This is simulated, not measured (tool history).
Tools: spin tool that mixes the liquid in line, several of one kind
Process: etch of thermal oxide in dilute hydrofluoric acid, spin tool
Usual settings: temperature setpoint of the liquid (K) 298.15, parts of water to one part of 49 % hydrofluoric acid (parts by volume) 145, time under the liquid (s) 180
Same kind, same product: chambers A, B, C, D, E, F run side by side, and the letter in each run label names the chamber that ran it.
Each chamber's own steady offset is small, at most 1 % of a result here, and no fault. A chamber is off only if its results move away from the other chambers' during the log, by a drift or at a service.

run,day,temperature setpoint of the liquid (K),parts of water to one part of 49 % hydrofluoric acid (parts by volume),time under the liquid (s),hours since the thermometer was replaced,hours since the hydrofluoric acid flow meter was replaced,"read-back film thickness of the thermal oxide reference wafer, read on the same gauge (nm)",thickness taken off the thermal oxide on a monitor wafer (Å)
1D,0.350,298.15,145,180,1335.8,200.3,150.00,57.295
2E,0.604,298.15,145,180,1829.6,1217.3,149.97,56.452
3A,0.858,298.15,145,180,532.0,757.6,150.00,56.907
4F,1.092,298.15,145,180,358.4,867.7,149.99,56.982
5C,1.300,298.15,145,180,2083.3,940.1,150.00,55.416
6B,1.500,298.15,145,180,2722.8,272.6,149.99,56.692
# day 1.554: chamber E: hydrofluoric acid flow meter replaced
# day 1.588: chamber A: hydrofluoric acid flow meter replaced
7F,1.654,298.15,145,180,371.9,881.2,150.06,56.940
8C,1.929,298.15,145,180,2098.4,955.2,150.00,56.302
# day 2.088: chamber C: hydrofluoric acid flow meter replaced
9B,2.162,302.65,185,180,2738.7,288.5,149.99,49.623
10E,2.321,302.65,185,180,1870.8,18.5,150.04,51.038
11D,2.558,302.65,185,180,1388.8,253.3,150.04,50.851
12A,2.879,302.65,185,180,580.5,31.0,150.00,49.843
# day 3.033: chamber E: thermometer replaced
13E,3.100,302.65,185,180,1.7,37.2,149.99,49.652
14C,3.396,302.65,185,180,2133.6,31.5,150.01,49.909
15D,3.596,294.65,145,250,1413.7,278.2,150.02,68.972
16F,3.908,294.65,145,250,426.0,935.3,149.99,67.458
17B,4.246,294.65,145,250,2788.7,338.5,149.99,65.651
18A,4.421,294.65,145,250,617.5,68.0,149.97,68.139
19B,4.679,294.65,145,250,2799.1,348.9,150.00,64.887
20C,4.979,294.65,145,250,2171.6,69.5,150.02,69.382
21D,5.325,298.15,145,180,1455.2,319.7,150.00,57.312
22A,5.592,298.15,145,180,645.6,96.1,150.01,57.617
23F,5.767,298.15,145,180,470.6,979.9,150.01,57.109
24E,6.112,298.15,145,180,74.0,109.5,149.98,57.191
25C,6.312,298.15,145,180,2203.6,101.5,150.01,56.319
26A,6.621,298.15,145,180,670.3,120.8,150.02,57.145
27E,6.912,298.15,145,180,93.2,128.7,149.99,56.118
28D,7.238,298.15,145,180,1501.1,365.6,149.98,55.484
# day 7.542: chamber A: thermometer replaced
29F,7.575,298.15,145,180,514.0,1023.3,150.00,55.889
30B,7.925,298.15,145,180,2877.0,426.8,150.00,52.377
31D,8.125,298.15,145,180,1522.4,386.9,149.97,56.330
32F,8.375,298.15,145,180,533.2,1042.5,150.02,56.390
33B,8.679,298.15,145,180,2895.1,444.9,149.99,51.513
34E,8.888,294.65,145,260,140.6,176.1,149.98,71.192
35A,9.100,294.65,145,260,37.4,180.3,150.02,71.942
# day 9.204: chamber C: thermometer replaced
36C,9.421,294.65,145,260,5.3,176.1,150.00,72.990
37E,9.662,294.65,145,260,159.2,194.7,150.00,71.904
38D,9.988,294.65,145,260,1567.1,431.6,150.00,72.004
# day 10.167: chamber F: thermometer replaced
39F,10.283,294.65,145,260,2.9,1088.3,149.98,72.486
40B,10.621,298.15,145,180,2941.7,491.5,150.03,49.752
41C,10.888,298.15,145,180,40.5,211.3,149.99,56.473
42A,11.096,298.15,145,180,85.3,228.2,149.99,56.949

Each of the 6 chambers runs these same settings next. Fill in every chamber's results:
43A,11.346,295.15,145,180,,,,?
43B,11.346,295.15,145,180,,,,?
43C,11.346,295.15,145,180,,,,?
43D,11.346,295.15,145,180,,,,?
43E,11.346,295.15,145,180,,,,?
43F,11.346,295.15,145,180,,,,?

run,thickness taken off the thermal oxide on a monitor wafer (Å)
43A,50.194
43B,43.598
43C,50.506
43D,50.489
43E,50.960
43F,50.473
